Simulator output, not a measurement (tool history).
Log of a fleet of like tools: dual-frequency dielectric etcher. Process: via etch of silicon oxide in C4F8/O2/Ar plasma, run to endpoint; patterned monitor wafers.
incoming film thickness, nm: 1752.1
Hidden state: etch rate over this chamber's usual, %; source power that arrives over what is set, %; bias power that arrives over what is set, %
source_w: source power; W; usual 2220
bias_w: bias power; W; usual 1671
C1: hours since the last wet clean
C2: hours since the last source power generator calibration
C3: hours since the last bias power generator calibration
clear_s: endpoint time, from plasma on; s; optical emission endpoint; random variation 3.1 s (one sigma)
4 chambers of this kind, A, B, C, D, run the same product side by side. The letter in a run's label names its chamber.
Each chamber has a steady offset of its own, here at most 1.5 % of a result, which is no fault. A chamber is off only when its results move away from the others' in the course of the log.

Run 1D, day 0.225: usual settings; C1 64.4; C2 1154.7; C3 812.5. Result: clear_s 343.71 s.
Run 2C, day 0.421: usual settings; C1 515.4; C2 2270.0; C3 2394.4. Result: clear_s 343.97 s.
Run 3B, day 0.621: usual settings; C1 78.9; C2 705.2; C3 2366.4. Result: clear_s 346.09 s.
Run 4A, day 0.779: usual settings; C1 149.1; C2 1875.4; C3 1770.1. Result: clear_s 343.25 s.
Run 5D, day 0.938: usual settings; C1 81.5; C2 1171.8; C3 829.6. Result: clear_s 347.97 s.
Run 6B, day 1.075: usual settings; C1 89.8; C2 716.1; C3 2377.3. Result: clear_s 350.67 s.
Run 7A, day 1.233: usual settings; C1 160.0; C2 1886.3; C3 1781.0. Result: clear_s 341.60 s.
Run 8C, day 1.375: usual settings; C1 538.3; C2 2292.9; C3 2417.3. Result: clear_s 346.61 s.
Run 9D, day 1.521: usual settings; C1 95.5; C2 1185.8; C3 843.6. Result: clear_s 343.59 s.
Run 10B, day 1.717: usual settings; C1 105.2; C2 731.5; C3 2392.7. Result: clear_s 348.04 s.
Run 11A, day 1.908: usual settings but source_w 1700 W; C1 176.2; C2 1902.5; C3 1797.2. Result: clear_s 381.63 s.
Run 12C, day 2.179: usual settings but source_w 1700 W; C1 557.6; C2 2312.2; C3 2436.6. Result: clear_s 382.20 s.
Run 13A, day 2.304: usual settings but source_w 1700 W; C1 185.7; C2 1912.0; C3 1806.7. Result: clear_s 385.77 s.
Run 14B, day 2.467: usual settings but source_w 1700 W; C1 123.2; C2 749.5; C3 2410.7. Result: clear_s 393.00 s.
At day 2.712: chamber C: wet clean of the chamber.
Run 15D, day 2.742: usual settings; C1 124.8; C2 1215.1; C3 872.9. Result: clear_s 344.31 s.
Run 16C, day 2.979: usual settings; C1 6.5; C2 2331.4; C3 2455.8. Result: clear_s 345.59 s.
Run 17C, day 3.117: usual settings but source_w 2010 W, bias_w 1417 W; C1 9.8; C2 2334.7; C3 2459.1. Result: clear_s 384.27 s.
Run 18A, day 3.383: usual settings but source_w 2010 W, bias_w 1417 W; C1 211.6; C2 1937.9; C3 1832.6. Result: clear_s 376.03 s.
Run 19B, day 3.550: usual settings but source_w 2010 W, bias_w 1417 W; C1 149.2; C2 775.5; C3 2436.7. Result: clear_s 382.80 s.
Run 20D, day 3.750: usual settings but source_w 2010 W, bias_w 1417 W; C1 149.0; C2 1239.3; C3 897.1. Result: clear_s 374.19 s.
Run 21C, day 3.908: usual settings; C1 28.8; C2 2353.7; C3 2478.1. Result: clear_s 349.77 s.
Run 22A, day 4.142: usual settings; C1 229.8; C2 1956.1; C3 1850.8. Result: clear_s 343.25 s.
Run 23D, day 4.383: usual settings; C1 164.2; C2 1254.5; C3 912.3. Result: clear_s 343.56 s.
Run 24B, day 4.546: usual settings; C1 173.1; C2 799.4; C3 2460.6. Result: clear_s 351.95 s.
At day 4.717: chamber C: source power generator calibrated.
Run 25C, day 4.779: usual settings; C1 49.7; C2 1.6; C3 2499.0. Result: clear_s 343.84 s.
Run 26D, day 5.021: usual settings; C1 179.5; C2 1269.8; C3 927.6. Result: clear_s 345.72 s.
Run 27A, day 5.300: usual settings but bias_w 1913 W; C1 257.6; C2 1983.9; C3 1878.6. Result: clear_s 330.35 s.
Run 28B, day 5.567: usual settings but bias_w 1913 W; C1 197.6; C2 823.9; C3 2485.1. Result: clear_s 339.61 s.
Run 29D, day 5.792: usual settings but bias_w 1913 W; C1 198.0; C2 1288.3; C3 946.1. Result: clear_s 331.93 s.
Run 30C, day 6.017: usual settings but bias_w 1913 W; C1 79.4; C2 31.3; C3 2528.7. Result: clear_s 333.76 s.
Run 31A, day 6.233: usual settings; C1 280.0; C2 2006.3; C3 1901.0. Result: clear_s 341.98 s.
Run 32B, day 6.508: usual settings; C1 220.2; C2 846.5; C3 2507.7. Result: clear_s 351.62 s.
Run 33A, day 6.662: usual settings; C1 290.3; C2 2016.6; C3 1911.3. Result: clear_s 347.82 s.
Run 34C, day 6.900: usual settings; C1 100.6; C2 52.5; C3 2549.9. Result: clear_s 346.38 s.
Run 35D, day 7.138: usual settings but source_w 2690 W, bias_w 1951 W; C1 230.3; C2 1320.6; C3 978.4. Result: clear_s 308.56 s.
Run 36B, day 7.304: usual settings but source_w 2690 W, bias_w 1951 W; C1 239.3; C2 865.6; C3 2526.8. Result: clear_s 307.10 s.
Run 37A, day 7.571: usual settings but source_w 2690 W, bias_w 1951 W; C1 312.1; C2 2038.4; C3 1933.1. Result: clear_s 304.87 s.
Run 38D, day 7.846: usual settings but source_w 2690 W, bias_w 1951 W; C1 247.3; C2 1337.6; C3 995.4. Result: clear_s 306.17 s.
Run 39C, day 7.971: usual settings; C1 126.3; C2 78.2; C3 2575.6. Result: clear_s 346.94 s.
Run 40B, day 8.171: usual settings; C1 260.1; C2 886.4; C3 2547.6. Result: clear_s 351.00 s.
Run 41B, day 8.388: usual settings but bias_w 1541 W; C1 265.3; C2 891.6; C3 2552.8. Result: clear_s 358.49 s.
Run 42C, day 8.562: usual settings but bias_w 1541 W; C1 140.5; C2 92.4; C3 2589.8. Result: clear_s 358.71 s.

Next, every chamber runs the same settings. What will each give?
Run 43A, day 8.767: usual settings but source_w 2680 W. Result: clear_s ?.
Run 43B, day 8.767: usual settings but source_w 2680 W. Result: clear_s ?.
Run 43C, day 8.767: usual settings but source_w 2680 W. Result: clear_s ?.
Run 43D, day 8.767: usual settings but source_w 2680 W. Result: clear_s ?.

run  clear_s
43A   319.30
43B   324.12
43C   324.19
43D   325.61
